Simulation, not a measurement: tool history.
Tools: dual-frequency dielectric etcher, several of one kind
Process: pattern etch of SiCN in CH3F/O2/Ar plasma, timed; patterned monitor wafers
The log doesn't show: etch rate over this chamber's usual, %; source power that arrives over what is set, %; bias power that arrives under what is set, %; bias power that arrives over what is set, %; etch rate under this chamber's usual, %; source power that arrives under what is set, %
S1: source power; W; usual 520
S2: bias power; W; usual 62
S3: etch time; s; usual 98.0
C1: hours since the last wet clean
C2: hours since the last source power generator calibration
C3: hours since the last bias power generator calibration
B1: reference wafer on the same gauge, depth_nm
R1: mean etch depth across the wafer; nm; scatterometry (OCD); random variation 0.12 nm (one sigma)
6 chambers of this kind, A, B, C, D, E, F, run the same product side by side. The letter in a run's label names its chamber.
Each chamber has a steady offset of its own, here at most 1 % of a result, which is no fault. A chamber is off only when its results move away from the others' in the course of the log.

run	day	S1	S2	S3	C1	C2	C3	B1	R1
1F	0.292	520	62	98.0	199.0	214.5	2380.2	39.199	38.560
2B	0.579	520	62	98.0	406.7	1651.8	868.6	39.205	38.594
3A	0.933	520	62	98.0	432.7	2734.5	2476.5	39.212	38.791
# day 1.038: chamber F: bias power generator calibrated
4C	1.204	520	62	98.0	381.6	861.4	2325.8	39.184	38.545
5E	1.500	520	62	98.0	215.0	1759.3	2193.6	39.193	38.922
6D	1.958	520	62	98.0	236.9	1303.5	1287.1	39.210	38.508
7F	2.329	520	62	98.0	247.9	263.4	31.1	39.202	38.638
8E	2.779	520	62	98.0	245.7	1790.0	2224.3	39.197	38.566
# day 2.788: chamber B: wet clean of the chamber
9D	3.104	520	62	98.0	264.4	1331.0	1314.6	39.177	38.306
10B	3.375	460	62	88.0	14.1	1718.9	935.7	39.216	32.957
11C	3.629	460	62	88.0	439.8	919.6	2384.0	39.238	33.151
12A	4.088	460	62	88.0	508.4	2810.2	2552.2	39.169	33.347
# day 4.221: chamber A: wet clean of the chamber
13B	4.504	460	62	88.0	41.2	1746.0	962.8	39.212	33.074
# day 4.629: chamber E: bias power generator calibrated
# day 4.688: chamber C: bias power generator calibrated
14D	4.942	460	62	88.0	308.5	1375.1	1358.7	39.213	33.039
15A	5.175	460	62	88.0	22.9	2836.3	2578.3	39.192	33.190
# day 5.358: chamber C: wet clean of the chamber
16C	5.467	520	62	98.0	2.6	963.7	18.8	39.195	38.540
17F	5.929	520	62	98.0	334.3	349.8	117.5	39.196	38.613
18E	6.271	520	69	109.5	329.5	1873.8	39.4	39.196	44.636
19B	6.612	520	69	109.5	91.8	1796.6	1013.4	39.157	44.505
20C	6.979	520	69	109.5	38.9	1000.0	55.1	39.203	44.753
21F	7.279	520	69	109.5	366.7	382.2	149.9	39.220	44.805
22A	7.717	520	69	109.5	83.9	2897.3	2639.3	39.206	44.843
23E	8.062	520	69	109.5	372.5	1916.8	82.4	39.204	44.597
24D	8.517	520	62	98.0	394.3	1460.9	1444.5	39.182	38.752
25C	8.729	520	62	98.0	80.9	1042.0	97.1	39.178	38.585
26E	9.083	520	62	98.0	397.0	1941.3	106.9	39.192	38.617
27B	9.546	520	62	98.0	162.2	1867.0	1083.8	39.220	38.453
28F	9.992	520	62	98.0	431.8	447.3	215.0	39.214	38.680
29D	10.429	520	62	98.0	440.2	1506.8	1490.4	39.185	38.615
30A	10.858	640	62	111.5	159.3	2972.7	2714.7	39.210	47.479
31D	11.196	640	62	111.5	458.6	1525.2	1508.8	39.206	47.288
32B	11.550	640	62	111.5	210.3	1915.1	1131.9	39.211	47.225
# day 11.788: chamber F: wet clean of the chamber
33F	11.833	640	62	111.5	1.2	491.5	259.2	39.202	47.808
34C	12.221	640	62	111.5	164.7	1125.8	180.9	39.194	47.618
35A	12.546	640	62	111.5	199.8	3013.2	2755.2	39.211	47.513
36E	12.821	520	62	98.0	486.7	2031.0	196.6	39.173	38.880
37B	13.088	520	62	98.0	247.2	1952.0	1168.8	39.241	38.167
38D	13.375	520	62	98.0	510.9	1577.5	1561.1	39.213	38.485
39E	13.721	420	76	98.0	508.3	2052.6	218.2	39.225	38.534
40A	14.121	420	76	98.0	237.6	3051.0	2793.0	39.182	38.241
41C	14.362	420	76	98.0	216.1	1177.2	232.3	39.213	38.358
42F	14.604	420	76	98.0	67.7	558.0	325.7	39.210	38.298
43F	14.858	420	76	98.0	73.8	564.1	331.8	39.183	38.238

Next, every chamber runs the same settings. What will each give?
44A	15.208	520	62	98.0					?
44B	15.208	520	62	98.0					?
44C	15.208	520	62	98.0					?
44D	15.208	520	62	98.0					?
44E	15.208	520	62	98.0					?
44F	15.208	520	62	98.0					?

run	R1
44A	38.464
44B	38.517
44C	38.750
44D	38.604
44E	38.574
44F	38.773
